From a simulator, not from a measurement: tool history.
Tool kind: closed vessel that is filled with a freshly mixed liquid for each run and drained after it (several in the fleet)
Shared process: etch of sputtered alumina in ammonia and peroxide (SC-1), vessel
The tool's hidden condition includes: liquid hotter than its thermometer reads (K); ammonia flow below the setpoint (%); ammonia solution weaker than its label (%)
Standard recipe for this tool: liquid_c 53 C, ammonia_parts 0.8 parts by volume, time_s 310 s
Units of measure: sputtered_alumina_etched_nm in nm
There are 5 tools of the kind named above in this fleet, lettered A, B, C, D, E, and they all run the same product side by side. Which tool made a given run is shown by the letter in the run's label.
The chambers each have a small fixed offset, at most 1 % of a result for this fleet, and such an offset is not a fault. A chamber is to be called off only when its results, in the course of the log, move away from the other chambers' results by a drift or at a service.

| run | hour | liquid_c | ammonia_parts | time_s | hours since the thermometer was replaced | hours since the ammonia flow meter was replaced | hours since the drum of ammonia solution was connected | read-back film thickness of the sputtered alumina reference wafer, read on the same gauge (nm) | sputtered_alumina_etched_nm |
|---|---|---|---|---|---|---|---|---|---|
| 1E | 8.7 | 53 | 0.8 | 310 | 693.2 | 1241.1 | 65.8 | 49.963 | 16.435 |
|  | 8.8 | chamber C: new drum of ammonia solution connected |
|  | 21.3 | chamber A: new drum of ammonia solution connected |
| 2C | 22.4 | 53 | 0.8 | 310 | 532.5 | 1941.5 | 13.7 | 50.015 | 16.264 |
| 3A | 34.5 | 53 | 0.8 | 310 | 871.3 | 595.8 | 13.3 | 49.991 | 16.461 |
| 4D | 41.5 | 53 | 0.8 | 310 | 1048.3 | 278 | 405.5 | 50.01 | 16.397 |
| 5B | 53.8 | 53 | 0.8 | 310 | 1469.3 | 299.7 | 580.4 | 49.995 | 16.219 |
|  | 55.3 | chamber C: ammonia flow meter replaced |
| 6D | 65.4 | 53 | 0.8 | 310 | 1072.2 | 301.9 | 429.4 | 50.026 | 16.485 |
| 7A | 78.4 | 53 | 0.8 | 310 | 915.2 | 639.7 | 57.2 | 49.976 | 16.325 |
| 8B | 85.3 | 53 | 0.8 | 310 | 1500.8 | 331.2 | 611.9 | 50.034 | 16.406 |
| 9E | 95.2 | 57.5 | 0.55 | 310 | 779.7 | 1327.6 | 152.3 | 50.032 | 19.919 |
| 10C | 106.9 | 57.5 | 0.55 | 310 | 617 | 51.6 | 98.2 | 49.988 | 20.08 |
| 11E | 119.5 | 57.5 | 0.55 | 310 | 804 | 1351.9 | 176.6 | 49.968 | 20.004 |
|  | 126.7 | chamber E: new drum of ammonia solution connected |
| 12D | 132 | 57.5 | 0.55 | 310 | 1138.8 | 368.5 | 496 | 49.994 | 20.011 |
| 13B | 141.4 | 57.5 | 0.55 | 310 | 1556.9 | 387.3 | 668 | 50.022 | 19.913 |
|  | 141.9 | chamber D: new drum of ammonia solution connected |
| 14A | 148.8 | 53 | 0.8 | 310 | 985.6 | 710.1 | 127.6 | 49.956 | 16.477 |
| 15C | 159.5 | 53 | 0.8 | 310 | 669.6 | 104.2 | 150.8 | 50.006 | 16.349 |
| 16A | 170 | 53 | 0.8 | 310 | 1006.8 | 731.3 | 148.8 | 49.966 | 16.363 |
|  | 174.8 | chamber B: thermometer replaced |
| 17C | 180.3 | 53 | 0.8 | 310 | 690.4 | 125 | 171.6 | 49.977 | 16.544 |
| 18D | 187.1 | 53 | 0.8 | 310 | 1193.9 | 423.6 | 45.2 | 50.012 | 16.593 |
| 19B | 194.3 | 53 | 0.8 | 310 | 19.5 | 440.2 | 720.9 | 50.039 | 16.248 |
| 20E | 204.3 | 53 | 0.8 | 310 | 888.8 | 1436.7 | 77.6 | 50.015 | 16.25 |
| 21B | 217.9 | 53 | 0.8 | 310 | 43.1 | 463.8 | 744.5 | 49.987 | 16.374 |
|  | 228.9 | chamber D: ammonia flow meter replaced |
| 22E | 229.5 | 53 | 0.8 | 165 | 914 | 1461.9 | 102.8 | 50.06 | 8.7498 |
| 23D | 238.8 | 53 | 0.8 | 165 | 1245.6 | 10 | 96.9 | 50.01 | 8.9013 |
| 24C | 249.8 | 53 | 0.8 | 165 | 759.9 | 194.5 | 241.1 | 49.985 | 8.5925 |
| 25A | 262.6 | 53 | 0.8 | 165 | 1099.4 | 823.9 | 241.4 | 50.029 | 8.9145 |
| 26E | 273.7 | 53 | 0.8 | 165 | 958.2 | 1506.1 | 147 | 50.005 | 8.5385 |
| 27C | 285.5 | 53 | 0.8 | 310 | 795.6 | 230.2 | 276.8 | 49.998 | 16.328 |
| 28A | 295.5 | 53 | 0.8 | 310 | 1132.3 | 856.8 | 274.3 | 49.989 | 17.185 |
| 29B | 307.9 | 53 | 0.8 | 310 | 133.1 | 553.8 | 834.5 | 49.961 | 16.441 |
|  | 310.8 | chamber E: new drum of ammonia solution connected |
| 30D | 316.5 | 53 | 0.8 | 310 | 1323.3 | 87.7 | 174.6 | 49.967 | 16.679 |
|  | 322.1 | chamber B: ammonia flow meter replaced |
|  | 322.4 | chamber E: ammonia flow meter replaced |
| 31C | 324.5 | 53 | 0.8 | 310 | 834.6 | 269.2 | 315.8 | 50.014 | 16.514 |
| 32A | 331.2 | 53 | 0.8 | 310 | 1168 | 892.5 | 310 | 49.998 | 17.111 |
| 33D | 338.4 | 53 | 0.8 | 310 | 1345.2 | 109.6 | 196.5 | 50.021 | 16.473 |
| 34E | 350.5 | 61 | 0.8 | 410 | 1035 | 28.2 | 39.7 | 50.028 | 33.192 |
| 35B | 357.8 | 61 | 0.8 | 410 | 183 | 35.8 | 884.4 | 50.03 | 33.235 |
| 36C | 369.6 | 61 | 0.8 | 410 | 879.7 | 314.3 | 360.9 | 49.966 | 32.664 |
| 37E | 382.7 | 61 | 0.8 | 410 | 1067.2 | 60.4 | 71.9 | 50.005 | 33.054 |
| 38A | 392.4 | 61 | 0.8 | 410 | 1229.2 | 953.7 | 371.2 | 50.033 | 34.615 |
| 39D | 398.5 | 53 | 0.65 | 310 | 1405.3 | 169.7 | 256.6 | 50.008 | 16.121 |
| 40B | 411.9 | 53 | 0.65 | 310 | 237.1 | 89.9 | 938.5 | 50.048 | 16.065 |
| 41A | 423 | 53 | 0.65 | 310 | 1259.8 | 984.3 | 401.8 | 50.003 | 17.408 |
| 42D | 430 | 53 | 0.65 | 310 | 1436.8 | 201.2 | 288.1 | 50.055 | 15.99 |
| 43B | 438.7 | 53 | 0.65 | 310 | 263.9 | 116.7 | 965.3 | 49.999 | 15.963 |

For the next run the whole fleet of 5 chambers uses the same settings. Give each chamber's results:
| 44A | 448.4 | 53 | 0.8 | 440 |  |  |  |  | ? |
| 44B | 448.4 | 53 | 0.8 | 440 |  |  |  |  | ? |
| 44C | 448.4 | 53 | 0.8 | 440 |  |  |  |  | ? |
| 44D | 448.4 | 53 | 0.8 | 440 |  |  |  |  | ? |
| 44E | 448.4 | 53 | 0.8 | 440 |  |  |  |  | ? |

| run | sputtered_alumina_etched_nm |
|---|---|
| 44A | 25.424 |
| 44B | 23.555 |
| 44C | 23.379 |
| 44D | 23.638 |
| 44E | 23.089 |

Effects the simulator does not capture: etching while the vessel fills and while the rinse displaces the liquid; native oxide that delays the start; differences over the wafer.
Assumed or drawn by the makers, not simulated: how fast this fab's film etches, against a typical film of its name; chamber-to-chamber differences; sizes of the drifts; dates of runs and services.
